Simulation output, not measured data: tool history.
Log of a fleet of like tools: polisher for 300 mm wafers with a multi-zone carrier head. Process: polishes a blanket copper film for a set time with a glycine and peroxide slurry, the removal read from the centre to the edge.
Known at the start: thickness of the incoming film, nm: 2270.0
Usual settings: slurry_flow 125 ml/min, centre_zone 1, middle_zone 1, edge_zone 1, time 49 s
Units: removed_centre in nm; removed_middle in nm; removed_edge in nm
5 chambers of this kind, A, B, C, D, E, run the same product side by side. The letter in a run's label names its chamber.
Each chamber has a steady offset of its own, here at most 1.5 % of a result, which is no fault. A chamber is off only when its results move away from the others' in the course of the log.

run,hour,slurry_flow,centre_zone,middle_zone,edge_zone,time,wafers polished on this pad,hours since the slurry nozzle was cleaned,hours since the centre zone pressure was calibrated,hours since the edge zone pressure was calibrated,removed_centre,removed_middle,removed_edge
1A,10.2,125,1,1,1,49,774,582.9,972.2,368.2,378.15,395.19,389.09
# hour 17.8: chamber D: centre zone pressure recalibrated
# hour 20.5: chamber C: worn pad replaced by a new one
2C,23.4,125,1,1,1,49,42,132,625.1,597.3,375.31,380.52,379.46
# hour 30.7: chamber A: worn pad replaced by a new one
3B,36.1,125,1,1,1,49,1202,92.9,591.4,594.1,384.03,377.41,391.81
# hour 40.4: chamber A: slurry nozzle cleaned
# hour 40.8: chamber E: worn pad replaced by a new one
4E,48.4,125,1,1,1,49,110,138.1,478.8,1281.5,382.86,381.81,379.95
5D,57.2,125,1,1,1,49,859,284.8,39.4,187.1,378.45,377.48,385.23
6E,67.9,125,1,1,1,49,392,157.6,498.3,1301,382.6,380.85,386.45
# hour 75.6: chamber D: slurry nozzle cleaned
7B,80.4,125,1,1,1,49,1844,137.2,635.7,638.4,378.81,377.14,375.86
# hour 87.5: chamber D: worn pad replaced by a new one
# hour 89.9: chamber C: worn pad replaced by a new one
8C,90.7,125,1,1,1,49,12,199.3,692.4,664.6,385.1,385.5,376.42
9D,101,125,1,1,1,49,195,25.5,83.2,230.9,380.45,374.53,378.82
# hour 106.6: chamber C: slurry nozzle cleaned
# hour 108.1: chamber A: worn pad replaced by a new one
10A,111.9,125,1.1,1,1,49,55,71.5,1073.9,469.9,426.4,389.12,384.94
# hour 114.3: chamber E: worn pad replaced by a new one
11E,119.9,125,1.1,1,1,49,82,209.6,550.3,1353,418.8,379.9,376.13
# hour 125.4: chamber E: edge zone pressure recalibrated
12B,128.2,125,1.1,1,1,49,2536,185,683.5,686.2,416.31,365.8,368.44
13C,139.7,125,1.1,1,1,49,721,33.1,741.4,713.6,412.97,369.42,370.19
14A,151.3,125,1.1,1,1,49,625,110.9,1113.3,509.3,417.34,388.14,382.99
# hour 152.7: chamber C: worn pad replaced by a new one
15D,158.4,125,1,1,1,49,1026,82.9,140.6,288.3,377.56,380.57,380.17
16A,166.6,125,1,1,1,49,847,126.2,1128.6,524.6,378.07,381.22,382.27
# hour 171.8: chamber A: worn pad replaced by a new one
# hour 172.5: chamber D: worn pad replaced by a new one
17E,176.1,125,1,1,1,49,896,265.8,606.5,50.7,372.86,381.1,379.11
# hour 186: chamber E: worn pad replaced by a new one
18C,188.3,125,1,1,1,49,515,81.7,790,762.2,371.83,380.62,374.14
# hour 194.5: chamber A: centre zone pressure recalibrated
# hour 197.9: chamber B: edge zone pressure recalibrated
19D,199,105,1,1,1,49,384,123.5,181.2,328.9,360.6,363.95,367.7
20B,210.1,105,1,1,1,49,3721,266.9,765.4,12.2,345.87,343.16,352.43
# hour 212.9: chamber C: worn pad replaced by a new one
21C,217.9,105,1,1,1,49,73,111.3,819.6,791.8,354.72,362.07,368.75
22D,229.5,105,1,1,1,49,825,154,211.7,359.4,358.74,367.11,374.38
# hour 235.5: chamber A: worn pad replaced by a new one
23E,242,105,1,1,1,49,811,331.7,672.4,116.6,362.53,367.67,369.48
# hour 248.4: chamber D: worn pad replaced by a new one
24B,253,125,1,1,1,49,4343,309.8,808.3,55.1,348.66,355.68,353.79
# hour 257.7: chamber E: worn pad replaced by a new one
25A,262.9,125,1,1,0.93,49,396,222.5,68.4,620.9,380.51,376.06,369.75
26A,273.6,125,1,1,0.93,49,551,233.2,79.1,631.6,376.11,386.35,365.98
# hour 277.2: chamber E: centre zone pressure recalibrated
27C,280.1,125,1,1,0.93,49,974,173.5,881.8,854,377.05,377.52,365.51
28E,287.8,125,1,1,0.93,49,436,377.5,10.6,162.4,378.09,389.95,367.39
# hour 291.1: chamber C: worn pad replaced by a new one
29D,296,125,1,1,0.93,49,689,220.5,278.2,425.9,381.59,376.42,368.37
# hour 299: chamber A: worn pad replaced by a new one
# hour 302.6: chamber C: slurry nozzle cleaned
30B,307.9,125,1,1,1,49,5137,364.7,863.2,110,339.3,341.83,343.88
31A,321.2,125,1,1,1,49,321,280.8,126.7,679.2,385.6,387.27,381.59
# hour 324.9: chamber E: worn pad replaced by a new one
32E,327.4,90,1,1,1,54,36,417.1,50.2,202,377.55,384.41,391.91
33C,338.1,90,1,1,1,54,680,35.6,939.8,912,370.28,382.68,387.29
34B,350,90,1,1,1,54,5747,406.8,905.3,152.1,341.89,350.5,352.31

All 5 chambers run these settings next. Forecast each chamber's results:
35A,359.5,125,0.93,1,1,49,,,,,?,?,?
35B,359.5,125,0.93,1,1,49,,,,,?,?,?
35C,359.5,125,0.93,1,1,49,,,,,?,?,?
35D,359.5,125,0.93,1,1,49,,,,,?,?,?
35E,359.5,125,0.93,1,1,49,,,,,?,?,?

run,removed_centre,removed_middle,removed_edge
35A,349.76,385.94,381.17
35B,304.86,333.57,342.25
35C,342.43,378.33,377.05
35D,340.59,374.62,382.14
35E,342.82,380.05,374.52
